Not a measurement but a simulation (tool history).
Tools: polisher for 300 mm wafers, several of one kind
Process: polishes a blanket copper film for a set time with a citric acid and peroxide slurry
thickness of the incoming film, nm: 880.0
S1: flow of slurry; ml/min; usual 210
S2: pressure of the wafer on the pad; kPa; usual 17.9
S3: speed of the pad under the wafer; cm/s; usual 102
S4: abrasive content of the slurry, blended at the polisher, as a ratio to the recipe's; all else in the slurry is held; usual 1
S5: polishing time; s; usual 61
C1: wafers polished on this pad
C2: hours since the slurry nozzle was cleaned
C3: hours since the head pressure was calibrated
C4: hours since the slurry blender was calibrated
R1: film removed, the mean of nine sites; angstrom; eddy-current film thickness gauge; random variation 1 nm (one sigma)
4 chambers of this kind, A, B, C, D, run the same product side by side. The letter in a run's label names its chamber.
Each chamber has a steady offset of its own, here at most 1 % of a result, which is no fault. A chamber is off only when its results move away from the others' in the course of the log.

run,day,S1,S2,S3,S4,S5,C1,C2,C3,C4,R1
1C,0.4,210,17.9,102,1,61,891,608.5,73.1,122.1,1269.4
# day 0.425: chamber A: worn pad replaced by a new one
# day 0.442: chamber C: slurry nozzle cleaned
# day 0.567: chamber A: head pressure recalibrated
# day 0.583: chamber C: worn pad replaced by a new one
2B,0.875,210,17.9,102,1,61,793,40.8,737.4,158.6,1273.5
# day 1.267: chamber D: worn pad replaced by a new one
3D,1.442,210,17.9,102,1,61,38,120.8,635.6,294,1280.2
# day 1.55: chamber B: worn pad replaced by a new one
# day 1.688: chamber C: slurry blender recalibrated
4A,1.858,210,17.9,102,1,61,316,103.1,31.1,101.4,1284.2
# day 2.404: chamber B: head pressure recalibrated
5C,2.433,210,23.4,102,1,61,408,47.8,121.9,17.9,1621.2
6D,2.879,210,23.4,102,1,61,355,155.3,670.1,328.5,1646.5
# day 3.233: chamber D: slurry blender recalibrated
7A,3.504,210,23.4,102,1,61,679,142.6,70.6,140.9,1665.9
8B,3.908,210,23.4,102,1,61,520,113.6,36.1,231.4,1680.1
9C,4.229,210,17.9,102,1,61,804,90.9,165,61,1265.2
# day 4.379: chamber C: worn pad replaced by a new one
10B,4.608,210,17.9,102,1,61,674,130.4,52.9,248.2,1273
# day 4.817: chamber A: worn pad replaced by a new one
11D,4.975,210,17.9,102,1,61,818,205.6,720.4,41.8,1280.6
# day 5.254: chamber B: worn pad replaced by a new one
12A,5.467,210,17.9,102,1,61,144,189.7,117.7,188,1286.5
13B,6.042,210,17.9,134,1,76,173,164.8,87.3,282.6,2108
14A,6.358,210,17.9,134,1,76,340,211.1,139.1,209.4,2098.8
# day 6.458: chamber D: worn pad replaced by a new one
15C,6.721,210,17.9,134,1,76,516,150.7,224.8,120.8,2008.8
16D,7.292,210,17.9,134,1,76,184,261.2,776,97.4,2048.3
# day 7.812: chamber C: worn pad replaced by a new one
17A,7.888,210,17.9,102,1,61,678,247.8,175.8,246.1,1269.4
# day 8.196: chamber C: slurry blender recalibrated
18C,8.312,210,17.9,102,1,61,111,188.9,263,2.9,1237.4
19B,8.733,210,17.9,102,1,61,767,229.4,151.9,347.2,1281.4
# day 8.862: chamber A: worn pad replaced by a new one
# day 8.888: chamber B: worn pad replaced by a new one
20D,9.217,210,17.9,102,1,61,608,307.4,822.2,143.6,1259
21D,9.629,210,17.9,102,1,61,699,317.3,832.1,153.5,1268.7
22C,10.242,240,17.9,70,1,61,536,235.2,309.3,49.2,854.12
# day 10.408: chamber A: slurry nozzle cleaned
23A,10.617,240,17.9,70,1,61,387,5,241.3,311.6,900.7
# day 10.933: chamber D: worn pad replaced by a new one
24B,10.996,240,17.9,70,1,61,465,283.7,206.2,401.5,900.89
25B,11.383,240,17.9,70,1,61,551,293,215.5,410.8,887.14
26D,11.933,210,17.9,102,1,61,221,372.6,887.4,208.8,1276.4
# day 11.958: chamber B: slurry blender recalibrated
# day 12.304: chamber C: worn pad replaced by a new one
# day 12.412: chamber B: worn pad replaced by a new one
27C,12.488,210,13.8,80,1,61,40,289.1,363.2,103.1,736.88
# day 12.933: chamber A: worn pad replaced by a new one
28A,13.058,210,13.8,80,1,61,27,63.6,299.9,370.2,769.91
29C,13.692,210,13.8,80,1,61,306,318,392.1,132,733.44
30B,14.279,210,13.8,80,1,61,411,362.5,285,55.7,771.34
# day 14.825: chamber A: slurry blender recalibrated
31D,14.904,210,17.9,102,1,61,876,443.9,958.7,280.1,1279.9
# day 15.183: chamber C: slurry blender recalibrated
32A,15.354,210,17.9,102,1,61,533,118.7,355,12.7,1254.7
# day 15.517: chamber D: worn pad replaced by a new one
33A,15.867,210,17.9,102,1,61,646,131,367.3,25,1272.8
# day 15.875: chamber B: worn pad replaced by a new one
34B,16.317,210,17.9,102,1,61,97,411.4,333.9,104.6,1274.5
# day 16.671: chamber C: worn pad replaced by a new one
# day 16.842: chamber D: slurry nozzle cleaned
35C,16.867,210,17.9,102,1,61,43,394.2,468.3,40.5,1178.9
# day 16.983: chamber A: worn pad replaced by a new one
# day 17.042: chamber D: slurry blender recalibrated
36D,17.262,210,17.9,102,1,61,385,10.2,1015.3,5.4,1287.2
37B,17.8,210,17.9,102,1,61,424,447,369.5,140.2,1282.1
38C,18.112,210,17.9,102,1,61,318,424.1,498.2,70.4,1164.9
39D,18.496,210,17.9,102,0.85,61,657,39.8,1044.9,35,1231.6
40A,18.854,210,17.9,102,0.85,61,412,202.7,439,96.7,1226.1
41B,19.192,210,17.9,102,0.85,61,731,480.4,402.9,173.6,1207.4
42D,19.762,210,17.9,102,0.85,61,937,70.2,1075.3,65.4,1218.6

Next, every chamber runs the same settings. What will each give?
43A,20.217,210,17.9,102,1,61,,,,,?
43B,20.217,210,17.9,102,1,61,,,,,?
43C,20.217,210,17.9,102,1,61,,,,,?
43D,20.217,210,17.9,102,1,61,,,,,?

run,R1
43A,1264.1
43B,1274.4
43C,1155.7
43D,1264.7
